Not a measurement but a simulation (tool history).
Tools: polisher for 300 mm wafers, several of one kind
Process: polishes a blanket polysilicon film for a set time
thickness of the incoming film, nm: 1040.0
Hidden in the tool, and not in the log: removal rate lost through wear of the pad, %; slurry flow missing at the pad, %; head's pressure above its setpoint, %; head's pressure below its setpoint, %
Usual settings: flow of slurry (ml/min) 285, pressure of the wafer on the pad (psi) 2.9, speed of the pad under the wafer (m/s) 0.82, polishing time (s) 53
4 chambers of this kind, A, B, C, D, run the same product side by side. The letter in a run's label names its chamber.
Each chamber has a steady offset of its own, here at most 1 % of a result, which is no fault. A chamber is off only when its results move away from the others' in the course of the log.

run	hour	flow of slurry (ml/min)	pressure of the wafer on the pad (psi)	speed of the pad under the wafer (m/s)	polishing time (s)	wafers polished on this pad	hours since the slurry nozzle was cleaned	hours since the head pressure was calibrated	film removed (nm)
1B	5.4	285	2.9	0.82	53	122	318.8	1164.3	390.50
2C	11.2	285	2.9	0.82	53	509	203.8	807.7	391.24
3A	18.0	285	2.9	0.82	53	701	411.1	678.8	381.46
4D	23.3	285	2.9	0.82	53	1109	198.0	548.5	396.36
5A	29.8	285	2.9	0.82	53	806	422.9	690.6	389.69
# hour 31.6: chamber A: slurry nozzle cleaned
6D	37.2	285	2.9	0.82	53	1232	211.9	562.4	391.03
7C	44.9	285	2.9	0.82	53	807	237.5	841.4	394.54
# hour 49.4: chamber A: worn pad replaced by a new one
8B	51.3	285	2.9	0.82	53	529	364.7	1210.2	403.29
9A	55.5	285	2.9	0.82	53	54	23.9	716.3	395.74
10D	60.7	285	2.9	0.98	70	1441	235.4	585.9	644.44
11C	65.5	285	2.9	0.98	70	990	258.1	862.0	636.95
# hour 68.7: chamber D: worn pad replaced by a new one
# hour 71.6: chamber C: worn pad replaced by a new one
12B	73.3	285	2.9	0.98	70	724	386.7	1232.2	619.45
13B	77.3	285	2.9	0.98	70	760	390.7	1236.2	622.08
14D	81.3	285	2.9	0.82	53	112	256.0	606.5	399.17
15C	88.7	285	2.9	0.82	53	151	281.3	885.2	400.76
16A	95.3	285	2.9	0.82	53	407	63.7	756.1	397.49
17D	100.5	285	2.9	0.82	53	282	275.2	625.7	411.55
18C	109.1	285	2.9	0.82	53	332	301.7	905.6	412.24
19B	114.3	285	2.9	0.82	53	1088	427.7	1273.2	390.40
20A	121.3	285	2.9	0.82	53	638	89.7	782.1	395.49
21D	126.6	285	2.9	0.82	53	514	301.3	651.8	422.42
22C	131.3	285	2.9	0.82	53	529	323.9	927.8	406.24
23B	139.0	285	2.9	0.82	37	1307	452.4	1297.9	276.13
24A	145.8	285	2.9	0.82	37	855	114.2	806.6	269.40
25D	151.7	285	2.9	0.82	37	736	326.4	676.9	299.45
# hour 154.7: chamber B: slurry nozzle cleaned
26A	158.5	285	2.9	0.82	37	968	126.9	819.3	274.89
# hour 160.0: chamber B: worn pad replaced by a new one
# hour 164.3: chamber A: worn pad replaced by a new one
27B	166.0	285	3.4	0.82	53	53	11.3	1324.9	469.74
28C	170.3	285	3.4	0.82	53	875	362.9	966.8	465.77
29B	177.3	285	3.4	0.82	53	153	22.6	1336.2	462.34
30D	182.5	285	3.4	0.82	53	1010	357.2	707.7	501.90
31A	189.3	285	2.9	0.82	53	222	157.7	850.1	396.72
32C	198.2	285	2.9	0.82	53	1122	390.8	994.7	391.07
# hour 201.5: chamber C: worn pad replaced by a new one
33C	202.0	285	2.9	0.82	53	4	394.6	998.5	394.03
34B	208.6	285	2.9	0.82	53	431	53.9	1367.5	396.13
# hour 210.9: chamber D: worn pad replaced by a new one
35A	212.7	230	2.9	1.06	53	430	181.1	873.5	495.26
36D	221.6	230	2.9	1.06	53	95	396.3	746.8	561.62
37D	229.6	230	2.9	1.06	53	166	404.3	754.8	583.45
38A	234.5	230	2.9	1.06	53	623	202.9	895.3	497.21

Is one chamber off against the others, does the gauge drift, or is nothing wrong? If a chamber is off, say which, and what the likeliest cause is.

Chamber D drifts away from the others.
Cause: head's pressure above its setpoint, % = 11.4.

Here are 4 candidates for chamber D's next run, each the usual settings with a change, their results left as question marks. Which one brings its results back in line with what the others give on the usual settings?
In line means no further than this from the other chambers' mean on the usual settings: film removed (nm) 20.00
39D-1	240.9	285	2.9	0.84	53				?
39D-2	240.9	285	2.9	0.80	52				?
39D-3	240.9	285	3.0	0.86	55				?
39D-4	240.9	285	2.7	0.78	53				?

The other chambers' mean on the usual settings: film removed (nm) 395.60
run	film removed (nm)
39D-1	457.37
39D-2	427.22
39D-3	502.84
39D-4	395.07
39D-4 brings the chamber back in line.
